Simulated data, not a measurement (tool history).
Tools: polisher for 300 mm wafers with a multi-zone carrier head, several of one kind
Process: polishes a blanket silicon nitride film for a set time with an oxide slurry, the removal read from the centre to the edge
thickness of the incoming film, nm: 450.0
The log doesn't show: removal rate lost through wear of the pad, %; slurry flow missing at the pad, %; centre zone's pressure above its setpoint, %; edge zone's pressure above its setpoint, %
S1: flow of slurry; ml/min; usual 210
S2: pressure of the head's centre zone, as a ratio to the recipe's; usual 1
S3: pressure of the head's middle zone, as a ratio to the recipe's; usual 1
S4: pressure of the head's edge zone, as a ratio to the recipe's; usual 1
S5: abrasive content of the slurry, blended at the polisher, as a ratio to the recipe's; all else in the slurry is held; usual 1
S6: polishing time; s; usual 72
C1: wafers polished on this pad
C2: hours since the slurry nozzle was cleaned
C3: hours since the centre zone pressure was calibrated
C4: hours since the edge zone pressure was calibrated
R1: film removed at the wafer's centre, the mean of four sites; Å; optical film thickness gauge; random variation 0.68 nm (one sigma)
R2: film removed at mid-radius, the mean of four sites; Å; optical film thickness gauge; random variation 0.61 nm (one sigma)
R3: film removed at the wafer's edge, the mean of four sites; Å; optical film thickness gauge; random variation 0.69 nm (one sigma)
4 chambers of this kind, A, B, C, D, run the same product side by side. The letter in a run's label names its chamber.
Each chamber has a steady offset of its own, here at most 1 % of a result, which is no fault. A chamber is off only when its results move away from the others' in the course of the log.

| run | day | S1 | S2 | S3 | S4 | S5 | S6 | C1 | C2 | C3 | C4 | R1 | R2 | R3 |
|---|---|---|---|---|---|---|---|---|---|---|---|---|---|---|
| 1C | 0.329 | 210 | 1 | 1 | 1 | 1 | 72 | 821 | 152.6 | 1322.6 | 86.1 | 530.31 | 546.73 | 546.64 |
|  | 0.429 | chamber C: worn pad replaced by a new one |
| 2B | 0.646 | 210 | 1 | 1 | 1 | 1 | 72 | 486 | 312.2 | 466.3 | 1295.7 | 545.68 | 531.24 | 533.78 |
| 3D | 1.054 | 210 | 1 | 1 | 1 | 1 | 72 | 375 | 730.4 | 308.7 | 421.9 | 522.94 | 542.48 | 535.78 |
| 4A | 1.442 | 210 | 1 | 1 | 1 | 1 | 72 | 292 | 371.4 | 823.8 | 115.9 | 545.06 | 540.18 | 554.18 |
| 5C | 1.825 | 210 | 1 | 1 | 1 | 1 | 72 | 212 | 188.5 | 1358.5 | 122 | 531.38 | 539.65 | 558.36 |
| 6A | 2.4 | 210 | 1 | 1 | 1 | 1 | 72 | 437 | 394.4 | 846.8 | 138.9 | 549.65 | 543.17 | 538.16 |
| 7D | 2.775 | 210 | 1 | 1 | 1 | 1 | 72 | 636 | 771.7 | 350 | 463.2 | 538.58 | 537.95 | 548.54 |
|  | 3.071 | chamber C: centre zone pressure recalibrated |
|  | 3.238 | chamber D: worn pad replaced by a new one |
|  | 3.354 | chamber D: slurry nozzle cleaned |
| 8B | 3.383 | 210 | 1 | 1 | 1 | 1 | 72 | 902 | 377.9 | 532 | 1361.4 | 540.83 | 539.85 | 546.6 |
|  | 3.567 | chamber A: worn pad replaced by a new one |
|  | 3.629 | chamber C: slurry nozzle cleaned |
| 9B | 3.721 | 210 | 1 | 1 | 1 | 1 | 72 | 953 | 386 | 540.1 | 1369.5 | 543.4 | 529.7 | 548.22 |
|  | 3.992 | chamber A: slurry nozzle cleaned |
| 10C | 4.25 | 210 | 1 | 1 | 1 | 1 | 72 | 580 | 14.9 | 28.3 | 180.2 | 538.97 | 544.67 | 548.75 |
| 11D | 4.808 | 210 | 1 | 1 | 1 | 1 | 72 | 238 | 34.9 | 398.8 | 512 | 541.42 | 545.97 | 541.15 |
|  | 5.262 | chamber A: centre zone pressure recalibrated |
| 12A | 5.288 | 210 | 1 | 1 | 1 | 1 | 72 | 261 | 31.2 | 0.7 | 208.2 | 537.08 | 530.43 | 537.74 |
|  | 5.417 | chamber C: worn pad replaced by a new one |
| 13D | 5.8 | 210 | 1 | 1 | 0.92 | 1 | 72 | 389 | 58.7 | 422.6 | 535.8 | 539.52 | 535.26 | 519.03 |
| 14A | 6.254 | 210 | 1 | 1 | 0.92 | 1 | 72 | 408 | 54.4 | 23.9 | 231.4 | 545.64 | 546.57 | 514.87 |
|  | 6.3 | chamber B: worn pad replaced by a new one |
| 15B | 6.65 | 210 | 1 | 1 | 0.92 | 1 | 72 | 53 | 456.3 | 610.4 | 1439.8 | 537.24 | 542.15 | 529.7 |
| 16C | 7.183 | 210 | 1 | 1 | 0.92 | 1 | 72 | 268 | 85.3 | 98.7 | 250.6 | 546.2 | 541.81 | 527.29 |
| 17A | 7.679 | 210 | 1 | 1 | 1 | 1 | 72 | 624 | 88.6 | 58.1 | 265.6 | 557.27 | 545.86 | 550.15 |
|  | 7.821 | chamber D: worn pad replaced by a new one |
| 18B | 8.204 | 160 | 1 | 1 | 0.92 | 1 | 72 | 289 | 493.6 | 647.7 | 1477.1 | 516.06 | 517.76 | 510.69 |
| 19D | 8.525 | 160 | 1 | 1 | 0.92 | 1 | 72 | 107 | 124.1 | 488 | 601.2 | 511.45 | 523.05 | 492.93 |
|  | 8.538 | chamber B: edge zone pressure recalibrated |
|  | 8.717 | chamber A: worn pad replaced by a new one |
| 20C | 8.921 | 160 | 1 | 1 | 0.92 | 1 | 72 | 532 | 127 | 140.4 | 292.3 | 511.66 | 510.8 | 503.09 |
| 21C | 9.242 | 160 | 1 | 1 | 0.92 | 1 | 72 | 581 | 134.7 | 148.1 | 300 | 528.07 | 516.21 | 510.8 |
| 22A | 9.679 | 160 | 1 | 1 | 1 | 1.1 | 72 | 146 | 136.6 | 106.1 | 313.6 | 541.58 | 548.66 | 539.98 |
| 23D | 9.954 | 160 | 1 | 1 | 1 | 1.1 | 72 | 324 | 158.4 | 522.3 | 635.5 | 529.19 | 557.55 | 541.67 |
| 24B | 10.267 | 160 | 1 | 1 | 1 | 1.1 | 72 | 602 | 543.1 | 697.2 | 41.5 | 525.22 | 543.17 | 550.77 |
|  | 10.733 | chamber C: worn pad replaced by a new one |
| 25C | 10.846 | 160 | 1 | 1 | 1 | 1.1 | 72 | 17 | 173.2 | 186.6 | 338.5 | 537.18 | 546.65 | 552.16 |
| 26A | 11.242 | 235 | 1 | 1 | 1 | 1 | 72 | 383 | 174.1 | 143.6 | 351.1 | 562.03 | 551.25 | 552.29 |
| 27B | 11.621 | 235 | 1 | 1 | 1 | 1 | 72 | 808 | 575.6 | 729.7 | 74 | 555.16 | 550.54 | 558.2 |
|  | 11.958 | chamber D: worn pad replaced by a new one |
| 28D | 12.192 | 235 | 1 | 1 | 1 | 1 | 72 | 35 | 212.1 | 576 | 689.2 | 560.7 | 557.81 | 549.57 |

All 4 chambers run these settings next. Forecast each chamber's results:
| 29A | 12.65 | 210 | 1 | 1 | 0.96 | 1 | 72 |  |  |  |  | ? | ? | ? |
| 29B | 12.65 | 210 | 1 | 1 | 0.96 | 1 | 72 |  |  |  |  | ? | ? | ? |
| 29C | 12.65 | 210 | 1 | 1 | 0.96 | 1 | 72 |  |  |  |  | ? | ? | ? |
| 29D | 12.65 | 210 | 1 | 1 | 0.96 | 1 | 72 |  |  |  |  | ? | ? | ? |

| run | R1 | R2 | R3 |
|---|---|---|---|
| 29A | 546.19 | 540.38 | 534.48 |
| 29B | 540.38 | 543.57 | 535.44 |
| 29C | 537.22 | 546.85 | 551.99 |
| 29D | 550.58 | 555.18 | 525.72 |

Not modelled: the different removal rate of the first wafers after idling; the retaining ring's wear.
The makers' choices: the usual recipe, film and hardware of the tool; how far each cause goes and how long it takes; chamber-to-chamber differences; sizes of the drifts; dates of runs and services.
